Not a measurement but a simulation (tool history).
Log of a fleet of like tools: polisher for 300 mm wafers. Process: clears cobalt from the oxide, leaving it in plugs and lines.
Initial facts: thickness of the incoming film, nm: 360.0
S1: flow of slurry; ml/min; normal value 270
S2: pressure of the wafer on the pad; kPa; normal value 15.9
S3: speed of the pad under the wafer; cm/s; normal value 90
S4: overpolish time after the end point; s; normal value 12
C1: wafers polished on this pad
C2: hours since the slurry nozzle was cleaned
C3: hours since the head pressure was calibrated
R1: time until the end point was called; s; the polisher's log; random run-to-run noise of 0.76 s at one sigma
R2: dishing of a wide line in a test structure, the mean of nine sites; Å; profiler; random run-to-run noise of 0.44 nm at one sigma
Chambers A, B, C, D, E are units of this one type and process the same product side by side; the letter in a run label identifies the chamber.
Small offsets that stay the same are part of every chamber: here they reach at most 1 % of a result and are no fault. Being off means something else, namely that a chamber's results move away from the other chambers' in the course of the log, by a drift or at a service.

run	hour	S1	S2	S3	S4	C1	C2	C3	R1	R2
1B	5.2	270	15.9	90	12	361	762.9	737.1	62.159	420.51
# hour 8.9: chamber C: worn pad replaced by a new one
2E	11.7	270	15.9	90	12	566	232.6	852	61.643	423.72
# hour 17.8: chamber E: worn pad replaced by a new one
3C	18.2	270	15.9	90	12	104	358.3	1059.2	65.721	414.18
4A	22.5	270	15.9	90	12	698	366.1	371.2	63.803	413.17
5D	30.8	270	15.9	90	12	810	402.3	573.6	63.773	421.37
6E	39	270	15.9	90	12	236	259.9	879.3	62.146	424.19
7D	45.4	270	15.9	90	12	973	416.9	588.2	64.309	414.57
8A	53	270	15.9	90	12	1038	396.6	401.7	62.352	427.51
# hour 55.4: chamber B: slurry nozzle cleaned
9C	60	270	15.9	90	12	570	400.1	1101	62.549	419.33
# hour 62.7: chamber B: worn pad replaced by a new one
10B	67.8	270	15.9	90	12	57	12.5	799.7	62.498	420.54
# hour 69.3: chamber C: worn pad replaced by a new one
11B	73.9	310	15.9	90	12	125	18.6	805.8	62.493	421.82
12D	79.2	310	15.9	90	12	1351	450.7	622	62.543	411.3
# hour 79.4: chamber E: worn pad replaced by a new one
13E	83.5	310	15.9	90	12	46	304.4	923.8	62.915	426.51
14C	93	310	15.9	90	12	264	433.1	1134	62.47	421.24
# hour 98.6: chamber A: worn pad replaced by a new one
15A	100.5	310	15.9	90	12	21	444.1	449.2	61.484	422.43
16B	105.9	270	15.9	90	12	482	50.6	837.8	62.681	423.59
17C	113.7	270	15.9	90	12	495	453.8	1154.7	62.989	428.71
18A	118.5	270	15.9	90	12	222	462.1	467.2	64.033	411.52
19D	125.6	270	15.9	90	12	1869	497.1	668.4	65.907	408.16
20E	134	270	15.9	90	12	609	354.9	974.3	63.165	428.27
21E	140.1	230	15.9	90	7	677	361	980.4	62.564	289.61
# hour 141.6: chamber C: worn pad replaced by a new one
# hour 144.2: chamber E: worn pad replaced by a new one
22B	145.8	230	15.9	90	7	928	90.5	877.7	63.519	292.72
23A	150.7	230	15.9	90	7	581	494.3	499.4	65.054	294.3
24D	160	230	15.9	90	7	2253	531.5	702.8	67.606	281.32
# hour 161.6: chamber B: worn pad replaced by a new one
25C	168.5	230	15.9	90	7	300	508.6	1209.5	66.279	295.05
26D	176.2	270	15.9	90	12	2433	547.7	719	68.445	411.61
27B	184.3	270	15.9	90	12	254	129	916.2	63.325	416.79
# hour 191.8: chamber C: slurry nozzle cleaned
28C	192.9	270	15.9	90	12	572	1.1	1233.9	62.884	425.09
# hour 198.3: chamber C: worn pad replaced by a new one
29A	201.6	270	15.9	90	12	1150	545.2	550.3	61.982	434.43
# hour 206.1: chamber E: worn pad replaced by a new one
30E	208	270	15.9	90	12	21	428.9	1048.3	63.301	421.67
# hour 213.6: chamber D: head pressure recalibrated
31D	215.1	270	15.9	90	12	2868	586.6	1.6	68.847	395.83
32C	221.5	270	15.9	90	12	259	29.7	1262.5	63.697	425.65
33B	231	270	15.9	90	12	775	175.7	962.9	62.889	422.42

One chamber off, gauge drift, or nothing amiss beyond the chambers' own small offsets? If it is a chamber, which one, and what is the likeliest cause?

It is chamber D that slowly wanders off from its peers.
What lies behind it: removal rate lost through wear of the pad, % = 8.45.

Below are 4 candidate recipes for chamber D's next run, each the usual settings with a change, their results shown as question marks. Which of them brings D's results back in line with what the other chambers give on the usual settings?
Allowed miss from the other chambers' usual-settings mean, per result, to count as in line: R1 2.6 s; R2 16 Å
34D-1	238	270	15.2	86	12				?	?
34D-2	238	265	14.5	80	12				?	?
34D-3	238	275	17.9	100	12				?	?
34D-4	238	270	16.5	96	12				?	?

Other chambers, usual settings, mean: R1 63.172 s; R2 422.58 Å
run	R1	R2
34D-1	75.871	374.9
34D-2	85.689	346.67
34D-3	55.035	450.32
34D-4	62.232	421.58
It is 34D-4 that realigns the chamber with its peers.

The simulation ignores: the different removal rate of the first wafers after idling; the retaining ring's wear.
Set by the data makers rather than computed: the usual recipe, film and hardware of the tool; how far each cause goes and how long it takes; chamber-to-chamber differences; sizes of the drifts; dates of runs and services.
